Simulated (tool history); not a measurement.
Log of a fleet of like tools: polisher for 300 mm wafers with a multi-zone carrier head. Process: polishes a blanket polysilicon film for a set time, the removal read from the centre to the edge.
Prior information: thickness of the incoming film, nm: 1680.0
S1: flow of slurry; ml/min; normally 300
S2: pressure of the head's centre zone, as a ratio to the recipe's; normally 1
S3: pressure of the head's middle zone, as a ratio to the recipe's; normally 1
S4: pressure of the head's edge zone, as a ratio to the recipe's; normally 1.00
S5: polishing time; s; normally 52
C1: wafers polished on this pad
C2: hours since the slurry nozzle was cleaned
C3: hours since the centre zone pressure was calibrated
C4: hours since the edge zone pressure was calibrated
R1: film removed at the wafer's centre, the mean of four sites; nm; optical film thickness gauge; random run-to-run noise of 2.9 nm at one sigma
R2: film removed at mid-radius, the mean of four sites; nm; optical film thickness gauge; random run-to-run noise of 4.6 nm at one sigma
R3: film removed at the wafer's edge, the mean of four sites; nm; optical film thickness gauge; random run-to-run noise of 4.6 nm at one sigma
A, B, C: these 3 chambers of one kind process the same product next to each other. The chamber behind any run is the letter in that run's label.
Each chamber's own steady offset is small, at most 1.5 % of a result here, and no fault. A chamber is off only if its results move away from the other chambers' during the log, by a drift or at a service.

run,hour,S1,S2,S3,S4,S5,C1,C2,C3,C4,R1,R2,R3
1B,3.1,300,1,1,1.00,52,422,126.4,452.6,296.6,452.16,455.55,458.90
2A,7.1,300,1,1,1.00,52,211,85.1,169.5,209.4,445.93,448.45,457.02
3C,11.9,300,1,1,1.00,52,127,557.3,177.5,243.2,442.87,442.52,444.94
4A,16.9,300,1,1,1.00,52,289,94.9,179.3,219.2,451.55,456.55,449.38
5C,20.0,300,1,1,1.00,52,191,565.4,185.6,251.3,443.82,440.38,454.31
6B,25.2,300,1,1,1.00,52,597,148.5,474.7,318.7,449.51,451.61,450.42
7A,31.9,300,1,1,1.00,52,407,109.9,194.3,234.2,446.01,444.67,451.23
8C,37.5,300,1,1,1.00,52,329,582.9,203.1,268.8,445.60,448.93,453.98
9B,43.3,300,1,1,1.00,52,740,166.6,492.8,336.8,448.31,452.54,452.65
10A,48.1,300,1,1,1.00,52,535,126.1,210.5,250.4,456.44,456.38,457.59
11C,54.3,300,1,1,1.00,52,461,599.7,219.9,285.6,444.63,443.09,445.07
12B,58.3,300,1,1,1.00,52,858,181.6,507.8,351.8,449.84,451.31,451.25
13B,62.6,300,1,1,0.92,67,892,185.9,512.1,356.1,580.82,594.65,564.29
# hour 68.0: chamber C: worn pad replaced by a new one
14A,68.8,300,1,1,0.92,67,699,146.8,231.2,271.1,576.61,573.49,560.23
15C,72.5,300,1,1,0.92,67,36,617.9,238.1,303.8,569.01,572.98,546.79
16C,75.5,300,1,1,1.00,52,59,620.9,241.1,306.8,446.14,441.93,440.75
17A,80.6,300,1,1,1.00,52,792,158.6,243.0,282.9,444.74,443.39,440.70
18B,87.2,300,1,1,1.00,52,1086,210.5,536.7,380.7,453.79,453.97,458.32
19B,91.6,300,1,1,1.00,52,1121,214.9,541.1,385.1,450.47,454.00,449.77
20A,98.3,300,1,1,1.00,52,932,176.3,260.7,300.6,432.66,439.06,437.50
# hour 98.4: chamber A: edge zone pressure recalibrated
21C,104.4,300,1,1,1.00,52,288,649.8,270.0,335.7,443.29,447.89,451.36
22A,109.6,300,1,1,1.00,52,1021,187.6,272.0,11.3,436.53,433.44,443.36
23B,115.0,300,1,1,1.00,52,1306,238.3,564.5,408.5,447.14,450.50,450.65
# hour 118.7: chamber B: worn pad replaced by a new one
24C,119.6,300,1,1,0.89,52,408,665.0,285.2,350.9,442.64,449.56,427.52
25B,122.7,300,1,1,0.89,52,32,246.0,572.2,416.2,450.62,452.88,420.44
26C,127.9,300,1,1,0.89,52,473,673.3,293.5,359.2,450.89,445.50,420.01
# hour 130.2: chamber C: worn pad replaced by a new one
27A,134.1,300,1,1,1.00,52,1214,212.1,296.5,35.8,427.50,424.97,431.80
28A,140.4,215,1,1,0.89,52,1264,218.4,302.8,42.1,404.54,410.54,381.46
29C,146.0,215,1,1,0.89,52,124,691.4,311.6,377.3,425.21,439.64,409.95
30B,149.8,215,1,1,0.89,52,246,273.1,599.3,443.3,428.70,432.48,416.70
31B,153.8,300,1,1,1.00,52,277,277.1,603.3,447.3,451.58,447.73,447.99

Predict what each chamber gives when all 3 of them run the settings below next.
32A,158.7,300,1,1,1.00,52,,,,,?,?,?
32B,158.7,300,1,1,1.00,52,,,,,?,?,?
32C,158.7,300,1,1,1.00,52,,,,,?,?,?

run,R1,R2,R3
32A,424.94,414.39,420.06
32B,456.39,456.39,446.86
32C,444.54,449.09,439.31
